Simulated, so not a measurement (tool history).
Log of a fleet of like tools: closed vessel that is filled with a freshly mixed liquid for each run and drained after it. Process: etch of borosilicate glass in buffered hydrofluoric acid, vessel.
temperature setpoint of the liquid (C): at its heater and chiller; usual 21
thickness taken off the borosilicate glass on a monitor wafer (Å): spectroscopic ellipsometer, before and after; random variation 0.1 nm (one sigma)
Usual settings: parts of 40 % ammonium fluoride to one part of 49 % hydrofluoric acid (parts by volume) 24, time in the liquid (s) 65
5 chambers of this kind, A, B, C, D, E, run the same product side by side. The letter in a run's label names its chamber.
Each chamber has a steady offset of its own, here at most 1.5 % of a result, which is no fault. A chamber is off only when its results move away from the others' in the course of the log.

| run | hour | temperature setpoint of the liquid (C) | parts of 40 % ammonium fluoride to one part of 49 % hydrofluoric acid (parts by volume) | time in the liquid (s) | hours since the thermometer was replaced | hours since the hydrofluoric acid flow meter was replaced | read-back film thickness of the borosilicate glass reference wafer, read on the same gauge (nm) | thickness taken off the borosilicate glass on a monitor wafer (Å) |
|---|---|---|---|---|---|---|---|---|
| 1D | 2.3 | 21 | 24 | 65 | 1367.8 | 1622.5 | 120 | 305.17 |
| 2A | 6.6 | 21 | 24 | 65 | 415.3 | 477.9 | 120.01 | 311.68 |
| 3C | 10.5 | 21 | 24 | 65 | 563.1 | 1421.3 | 120.01 | 303.46 |
| 4E | 14.8 | 21 | 24 | 65 | 532.6 | 21.5 | 119.99 | 303.63 |
| 5B | 17 | 21 | 24 | 65 | 176.4 | 861.6 | 119.99 | 302.06 |
| 6D | 20.8 | 21 | 24 | 65 | 1386.3 | 1641 | 120.02 | 306.15 |
| 7A | 24.2 | 21 | 24 | 65 | 432.9 | 495.5 | 120.01 | 308.94 |
| 8B | 26.3 | 21 | 24 | 65 | 185.7 | 870.9 | 120.02 | 301.9 |
| 9E | 29 | 21 | 24 | 65 | 546.8 | 35.7 | 120.02 | 303.31 |
| 10C | 31.5 | 21 | 24 | 65 | 584.1 | 1442.3 | 119.99 | 305.18 |
| 11A | 34.3 | 21 | 24 | 65 | 443 | 505.6 | 120.01 | 310.13 |
| 12B | 38.2 | 21 | 24 | 65 | 197.6 | 882.8 | 120 | 301.92 |
| 13D | 42 | 21 | 24 | 65 | 1407.5 | 1662.2 | 120 | 305.37 |
| 14E | 45.2 | 21 | 24 | 65 | 563 | 51.9 | 120 | 302.6 |
| 15C | 47.9 | 21 | 24 | 65 | 600.5 | 1458.7 | 120 | 305.16 |
| 16C | 50 | 21 | 24 | 65 | 602.6 | 1460.8 | 120 | 306.47 |
| 17A | 52.2 | 21 | 24 | 65 | 460.9 | 523.5 | 119.99 | 310.4 |
| 18D | 56.3 | 21 | 24 | 95 | 1421.8 | 1676.5 | 120 | 449.12 |
|  | 59.3 | chamber D: hydrofluoric acid flow meter replaced |
| 19B | 60.3 | 21 | 24 | 95 | 219.7 | 904.9 | 120 | 445.84 |
| 20E | 64.7 | 21 | 24 | 95 | 582.5 | 71.4 | 120 | 442.85 |
| 21D | 66.7 | 21 | 24 | 95 | 1432.2 | 7.4 | 120.01 | 449.51 |
| 22C | 69.4 | 21 | 24 | 95 | 622 | 1480.2 | 120 | 444.64 |
| 23B | 72.7 | 21 | 24 | 65 | 232.1 | 917.3 | 120 | 308.06 |
| 24E | 75.5 | 17 | 24 | 90 | 593.3 | 82.2 | 120 | 331.45 |
| 25A | 79.2 | 17 | 24 | 90 | 487.9 | 550.5 | 120.03 | 342.11 |
| 26B | 82.8 | 17 | 24 | 90 | 242.2 | 927.4 | 120.02 | 342.6 |
| 27A | 84.8 | 17 | 24 | 90 | 493.5 | 556.1 | 119.99 | 341.2 |
| 28D | 86.9 | 17 | 24 | 90 | 1452.4 | 27.6 | 120 | 338.3 |
| 29E | 89.3 | 21 | 24 | 65 | 607.1 | 96 | 120.01 | 303.63 |
| 30C | 92.7 | 21 | 24 | 65 | 645.3 | 1503.5 | 120 | 306.17 |
| 31B | 96.8 | 21 | 24 | 65 | 256.2 | 941.4 | 120.01 | 311.18 |
| 32D | 99.3 | 21 | 24 | 65 | 1464.8 | 40 | 120.01 | 306.37 |
| 33A | 102.8 | 21 | 24 | 65 | 511.5 | 574.1 | 120.02 | 309.85 |
| 34C | 106.4 | 21 | 24 | 65 | 659 | 1517.2 | 120.01 | 306.29 |
| 35E | 109.9 | 21 | 24 | 65 | 627.7 | 116.6 | 120.01 | 302.48 |
| 36A | 114 | 21 | 24 | 65 | 522.7 | 585.3 | 119.97 | 310.28 |
| 37E | 117 | 21 | 24 | 65 | 634.8 | 123.7 | 119.99 | 303.11 |
| 38C | 120.4 | 25 | 16.5 | 65 | 673 | 1531.2 | 119.99 | 521.77 |
| 39B | 122.7 | 25 | 16.5 | 65 | 282.1 | 967.3 | 120.02 | 543.09 |

Is one chamber off against the others, does the gauge drift, or is nothing wrong? If a chamber is off, say which, and what the likeliest cause is.

Chamber B drifts away from the others.
Cause: hydrofluoric acid flow above the setpoint (%) = 5.34.
The log may not tell that from: liquid hotter than its thermometer reads (K).

Here are 4 candidates for chamber B's next run, each the usual settings with a change, their results left as question marks. Which one brings its results back in line with what the others give on the usual settings?
In line means no further than this from the other chambers' mean on the usual settings: thickness taken off the borosilicate glass on a monitor wafer (Å) 3.6
| 40B-1 | 125.8 | 21 | 22.5 | 65 |  |  |  | ? |
| 40B-2 | 125.8 | 21 | 25.5 | 65 |  |  |  | ? |
| 40B-3 | 125.8 | 20.5 | 24 | 65 |  |  |  | ? |
| 40B-4 | 125.8 | 21.5 | 24 | 65 |  |  |  | ? |

The other chambers' mean on the usual settings: thickness taken off the borosilicate glass on a monitor wafer (Å) 305.96
| run | thickness taken off the borosilicate glass on a monitor wafer (Å) |
|---|---|
| 40B-1 | 327.61 |
| 40B-2 | 300.38 |
| 40B-3 | 304.79 |
| 40B-4 | 321.97 |
40B-3 brings the chamber back in line.

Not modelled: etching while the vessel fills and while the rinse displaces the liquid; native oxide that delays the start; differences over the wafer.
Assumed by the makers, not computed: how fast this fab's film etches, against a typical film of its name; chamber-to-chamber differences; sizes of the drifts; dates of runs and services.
